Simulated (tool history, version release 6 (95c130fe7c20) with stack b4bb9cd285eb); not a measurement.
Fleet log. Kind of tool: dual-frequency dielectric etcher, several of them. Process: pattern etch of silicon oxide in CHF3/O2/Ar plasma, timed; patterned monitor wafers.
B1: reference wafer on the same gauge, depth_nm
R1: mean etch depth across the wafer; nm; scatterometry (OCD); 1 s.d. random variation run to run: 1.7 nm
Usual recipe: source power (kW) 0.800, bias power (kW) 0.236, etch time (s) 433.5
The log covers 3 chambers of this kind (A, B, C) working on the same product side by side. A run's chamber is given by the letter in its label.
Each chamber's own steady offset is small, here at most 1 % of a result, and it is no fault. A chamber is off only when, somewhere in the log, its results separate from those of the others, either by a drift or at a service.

{"run": "1B", "day": 0.442, "source power (kW)": 0.8, "bias power (kW)": 0.236, "etch time (s)": 433.5, "B1": 1219.7, "R1": 1042.4}
{"run": "2C", "day": 0.708, "source power (kW)": 0.8, "bias power (kW)": 0.236, "etch time (s)": 433.5, "B1": 1219.4, "R1": 1046.0}
{"run": "3A", "day": 0.975, "source power (kW)": 0.8, "bias power (kW)": 0.236, "etch time (s)": 433.5, "B1": 1219.6, "R1": 1043.9}
{"run": "4B", "day": 1.55, "source power (kW)": 0.8, "bias power (kW)": 0.236, "etch time (s)": 433.5, "B1": 1219.1, "R1": 1041.4}
{"run": "5C", "day": 1.992, "source power (kW)": 0.8, "bias power (kW)": 0.236, "etch time (s)": 433.5, "B1": 1218.6, "R1": 1044.1}
{"run": "6A", "day": 2.275, "source power (kW)": 0.8, "bias power (kW)": 0.236, "etch time (s)": 433.5, "B1": 1218.2, "R1": 1043.3}
{"run": "7C", "day": 2.854, "source power (kW)": 0.8, "bias power (kW)": 0.236, "etch time (s)": 433.5, "B1": 1217.7, "R1": 1040.8}
{"run": "8B", "day": 3.408, "source power (kW)": 0.8, "bias power (kW)": 0.236, "etch time (s)": 433.5, "B1": 1218.1, "R1": 1042.0}
{"run": "9A", "day": 3.754, "source power (kW)": 0.8, "bias power (kW)": 0.236, "etch time (s)": 433.5, "B1": 1218.0, "R1": 1037.9}
{"run": "10A", "day": 4.108, "source power (kW)": 0.8, "bias power (kW)": 0.236, "etch time (s)": 433.5, "B1": 1217.0, "R1": 1039.9}
{"day": 4.646, "done": "chamber B: wet clean of the chamber"}
{"run": "11B", "day": 4.679, "source power (kW)": 0.8, "bias power (kW)": 0.236, "etch time (s)": 433.5, "B1": 1216.7, "R1": 1035.3}
{"run": "12C", "day": 4.967, "source power (kW)": 0.66, "bias power (kW)": 0.236, "etch time (s)": 433.5, "B1": 1216.6, "R1": 969.83}
{"run": "13A", "day": 5.388, "source power (kW)": 0.66, "bias power (kW)": 0.236, "etch time (s)": 433.5, "B1": 1216.4, "R1": 965.62}
{"run": "14B", "day": 5.775, "source power (kW)": 0.66, "bias power (kW)": 0.236, "etch time (s)": 433.5, "B1": 1215.0, "R1": 963.72}
{"run": "15C", "day": 6.25, "source power (kW)": 0.8, "bias power (kW)": 0.236, "etch time (s)": 433.5, "B1": 1215.2, "R1": 1041.8}
{"run": "16C", "day": 6.808, "source power (kW)": 0.8, "bias power (kW)": 0.236, "etch time (s)": 433.5, "B1": 1215.0, "R1": 1040.0}
{"run": "17B", "day": 7.079, "source power (kW)": 0.8, "bias power (kW)": 0.236, "etch time (s)": 433.5, "B1": 1215.5, "R1": 1036.2}
{"run": "18A", "day": 7.642, "source power (kW)": 0.8, "bias power (kW)": 0.236, "etch time (s)": 433.5, "B1": 1214.8, "R1": 1033.7}
{"run": "19B", "day": 7.975, "source power (kW)": 0.8, "bias power (kW)": 0.236, "etch time (s)": 433.5, "B1": 1213.7, "R1": 1035.7}
{"day": 8.154, "done": "chamber A: wet clean of the chamber"}
{"run": "20A", "day": 8.433, "source power (kW)": 0.8, "bias power (kW)": 0.236, "etch time (s)": 433.5, "B1": 1213.4, "R1": 1039.1}
{"run": "21C", "day": 8.712, "source power (kW)": 0.8, "bias power (kW)": 0.236, "etch time (s)": 433.5, "B1": 1213.8, "R1": 1038.7}
{"run": "22C", "day": 9.012, "source power (kW)": 0.8, "bias power (kW)": 0.236, "etch time (s)": 433.5, "B1": 1213.5, "R1": 1036.1}
{"run": "23B", "day": 9.454, "source power (kW)": 0.8, "bias power (kW)": 0.236, "etch time (s)": 433.5, "B1": 1213.1, "R1": 1035.8}
{"day": 9.512, "done": "chamber C: wet clean of the chamber"}
{"run": "24A", "day": 9.946, "source power (kW)": 0.8, "bias power (kW)": 0.236, "etch time (s)": 433.5, "B1": 1213.3, "R1": 1035.4}
{"run": "25B", "day": 10.425, "source power (kW)": 0.8, "bias power (kW)": 0.236, "etch time (s)": 433.5, "B1": 1212.8, "R1": 1035.9}
{"run": "26C", "day": 10.754, "source power (kW)": 0.8, "bias power (kW)": 0.236, "etch time (s)": 433.5, "B1": 1212.4, "R1": 1039.8}
{"run": "27A", "day": 11.038, "source power (kW)": 0.8, "bias power (kW)": 0.236, "etch time (s)": 433.5, "B1": 1211.6, "R1": 1035.5}

For the next run the whole fleet of 3 chambers uses the same settings. Give each chamber's results:
{"run": "28A", "day": 11.462, "source power (kW)": 0.8, "bias power (kW)": 0.236, "etch time (s)": 433.5, "R1": "?"}
{"run": "28B", "day": 11.462, "source power (kW)": 0.8, "bias power (kW)": 0.236, "etch time (s)": 433.5, "R1": "?"}
{"run": "28C", "day": 11.462, "source power (kW)": 0.8, "bias power (kW)": 0.236, "etch time (s)": 433.5, "R1": "?"}

run=28A R1=1033.80
run=28B R1=1033.40
run=28C R1=1036.60
